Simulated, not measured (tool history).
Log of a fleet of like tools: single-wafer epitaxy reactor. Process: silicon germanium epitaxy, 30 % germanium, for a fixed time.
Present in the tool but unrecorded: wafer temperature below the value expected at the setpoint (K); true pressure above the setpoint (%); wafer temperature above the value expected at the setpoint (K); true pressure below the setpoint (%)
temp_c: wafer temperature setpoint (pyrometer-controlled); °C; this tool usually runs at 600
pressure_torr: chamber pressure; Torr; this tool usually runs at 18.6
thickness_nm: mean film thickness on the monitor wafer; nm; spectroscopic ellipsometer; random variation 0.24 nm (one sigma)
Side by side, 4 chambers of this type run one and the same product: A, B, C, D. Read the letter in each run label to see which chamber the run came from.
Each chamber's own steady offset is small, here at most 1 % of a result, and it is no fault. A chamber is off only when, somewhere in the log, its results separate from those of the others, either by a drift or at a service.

run,day,temp_c,pressure_torr,hours since the last pyrometer calibration,hours since the last manometer calibration,"read-back reference wafer on the same gauge, thickness_nm",thickness_nm
1A,0.325,600,18.6,448.1,1797.6,61.573,57.135
2D,0.533,600,18.6,409.1,1597.9,61.619,57.182
3B,0.888,600,18.6,1036.6,414,61.607,56.873
# day 1.05: chamber C: pyrometer calibrated
4C,1.238,600,18.6,4.6,1407,61.565,57.749
5B,1.479,600,18.6,1050.8,428.2,61.555,57.118
6D,1.85,588,22.8,440.7,1629.5,61.685,49.273
7A,2.108,588,22.8,490.9,1840.4,61.571,50.188
8C,2.554,588,22.8,36.2,1438.6,61.619,50.015
# day 2.662: chamber A: capacitance manometer re-zeroed and calibrated
9B,2.946,588,22.8,1086,463.4,61.593,49.617
10C,3.333,600,18.6,54.9,1457.3,61.553,57.995
11D,3.658,600,18.6,484.1,1672.9,61.596,57.391
12A,4.075,600,18.6,538.1,33.9,61.61,57.449
13A,4.342,600,18.6,544.5,40.3,61.625,57.436
14C,4.562,600,18.6,84.4,1486.8,61.611,57.43
15D,5.021,606,20.9,516.8,1705.6,61.577,67.055
16B,5.333,606,20.9,1143.3,520.7,61.635,66.996
17A,5.546,606,20.9,573.4,69.2,61.614,66.933
18B,5.85,606,20.9,1155.7,533.1,61.572,66.553
19C,6.062,600,18.6,120.4,1522.8,61.612,57.496
20D,6.45,600,18.6,551.1,1739.9,61.595,56.958
21D,6.654,600,18.6,556,1744.8,61.622,57.33
22C,6.962,600,18.6,142,1544.4,61.57,57.54
23B,7.175,600,18.6,1187.5,564.9,61.597,56.976
24A,7.388,600,18.6,617.6,113.4,61.597,57.132
25A,7.783,600,18.6,627.1,122.9,61.558,57.1
26C,8.171,600,18.6,171,1573.4,61.505,57.616
27B,8.392,600,18.6,1216.7,594.1,61.571,56.896
28D,8.854,600,15.1,608.8,1797.6,61.65,52.8
29A,9.292,600,15.1,663.3,159.1,61.558,52.86
30B,9.75,600,15.1,1249.3,626.7,61.631,52.355
31D,10.075,600,15.1,638.1,1826.9,61.604,52.794
32C,10.3,612,18.6,222.1,1624.5,61.599,71.77
33D,10.642,612,18.6,651.7,1840.5,61.566,70.989
34A,11.042,612,18.6,705.3,201.1,61.644,71.219
35C,11.262,612,18.6,245.2,1647.6,61.603,71.38
36B,11.517,600,18.6,1291.7,669.1,61.585,57.112
37D,11.858,600,18.6,680.9,1869.7,61.632,57.079

Has any chamber moved away from the others, gradually or after a service, or does the common gauge drift, or do the chambers differ only by their own small steady offsets? State the chamber and the most likely cause if one applies.

No chamber is off and the gauge is stable; the differences are just each chamber's small, constant offset.

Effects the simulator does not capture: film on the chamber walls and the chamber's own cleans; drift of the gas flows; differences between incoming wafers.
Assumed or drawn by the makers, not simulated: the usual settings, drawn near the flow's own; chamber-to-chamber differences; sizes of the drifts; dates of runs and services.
